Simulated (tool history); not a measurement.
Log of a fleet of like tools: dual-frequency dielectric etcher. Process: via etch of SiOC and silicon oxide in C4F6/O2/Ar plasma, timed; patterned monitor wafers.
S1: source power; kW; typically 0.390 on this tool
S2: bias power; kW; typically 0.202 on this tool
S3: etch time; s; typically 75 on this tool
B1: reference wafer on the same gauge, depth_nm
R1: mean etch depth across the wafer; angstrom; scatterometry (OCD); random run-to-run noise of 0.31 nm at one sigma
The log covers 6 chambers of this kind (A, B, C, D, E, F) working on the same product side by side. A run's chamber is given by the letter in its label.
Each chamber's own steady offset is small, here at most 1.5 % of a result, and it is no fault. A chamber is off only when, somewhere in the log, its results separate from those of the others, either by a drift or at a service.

run,hour,S1,S2,S3,B1,R1
1D,10.2,0.390,0.202,75,95.551,878.48
2A,18.4,0.390,0.202,75,95.473,885.99
3F,28.2,0.390,0.202,75,95.500,872.73
# hour 29.8: chamber E: wet clean of the chamber
4E,38.6,0.390,0.202,75,95.453,883.04
5B,44.6,0.390,0.202,75,95.544,868.83
6C,53.8,0.390,0.202,75,95.516,862.13
7A,61.9,0.390,0.202,75,95.503,878.27
8F,71.4,0.390,0.202,75,95.445,872.26
9B,80.4,0.390,0.202,75,95.460,868.63
# hour 83.8: chamber C: wet clean of the chamber
10E,86.8,0.390,0.202,75,95.423,879.59
11D,95.6,0.390,0.202,75,95.405,876.82
12C,104.3,0.390,0.202,75,95.488,869.08
13F,109.8,0.390,0.202,85,95.525,987.65
14E,115.7,0.390,0.202,85,95.512,993.50
15A,121.7,0.390,0.202,85,95.476,992.55
16B,132.3,0.390,0.202,85,95.632,986.77
17C,137.6,0.390,0.202,85,95.484,979.71
18D,144.9,0.390,0.202,85,95.466,996.99
# hour 149.7: chamber F: source power generator calibrated
19D,150.9,0.390,0.202,75,95.486,878.92
20E,157.0,0.390,0.202,75,95.618,879.25
21B,165.3,0.390,0.202,75,95.567,869.19
22F,171.4,0.390,0.225,75,95.487,907.27
# hour 171.5: chamber D: wet clean of the chamber
23A,177.6,0.390,0.225,75,95.429,908.31
24C,188.1,0.390,0.225,75,95.524,900.97
25D,193.9,0.390,0.225,75,95.522,909.46
26A,201.4,0.390,0.225,75,95.499,906.46
27B,209.7,0.390,0.225,75,95.560,902.70
28C,218.6,0.390,0.202,75,95.440,865.90
29E,227.0,0.390,0.202,75,95.478,882.70
30F,234.1,0.390,0.202,75,95.510,879.56
31D,241.5,0.390,0.202,75,95.539,878.28
# hour 241.7: chamber A: bias power generator calibrated
32A,251.3,0.390,0.202,75,95.496,875.52
33E,259.4,0.390,0.227,75,95.545,918.51
34C,266.0,0.390,0.227,75,95.474,904.31
35F,270.7,0.390,0.227,75,95.534,910.87
# hour 276.9: chamber B: wet clean of the chamber
36B,279.9,0.390,0.227,75,95.524,908.14
# hour 281.6: chamber A: wet clean of the chamber
37F,285.5,0.390,0.227,75,95.531,905.04
38D,294.1,0.390,0.227,75,95.524,907.99
39A,302.0,0.390,0.202,75,95.535,885.15
40E,307.6,0.390,0.202,75,95.551,881.77
41C,315.4,0.390,0.202,75,95.495,875.16
42B,324.6,0.390,0.202,75,95.516,869.28
43B,335.0,0.390,0.202,75,95.438,868.11
# hour 339.8: chamber F: wet clean of the chamber
44F,342.3,0.390,0.202,75,95.541,872.55

Is one chamber off against the others, does the gauge drift, or is nothing wrong? If a chamber is off, say which, and what the likeliest cause is.

No chamber is off and the gauge is stable; the differences are just each chamber's small, constant offset.

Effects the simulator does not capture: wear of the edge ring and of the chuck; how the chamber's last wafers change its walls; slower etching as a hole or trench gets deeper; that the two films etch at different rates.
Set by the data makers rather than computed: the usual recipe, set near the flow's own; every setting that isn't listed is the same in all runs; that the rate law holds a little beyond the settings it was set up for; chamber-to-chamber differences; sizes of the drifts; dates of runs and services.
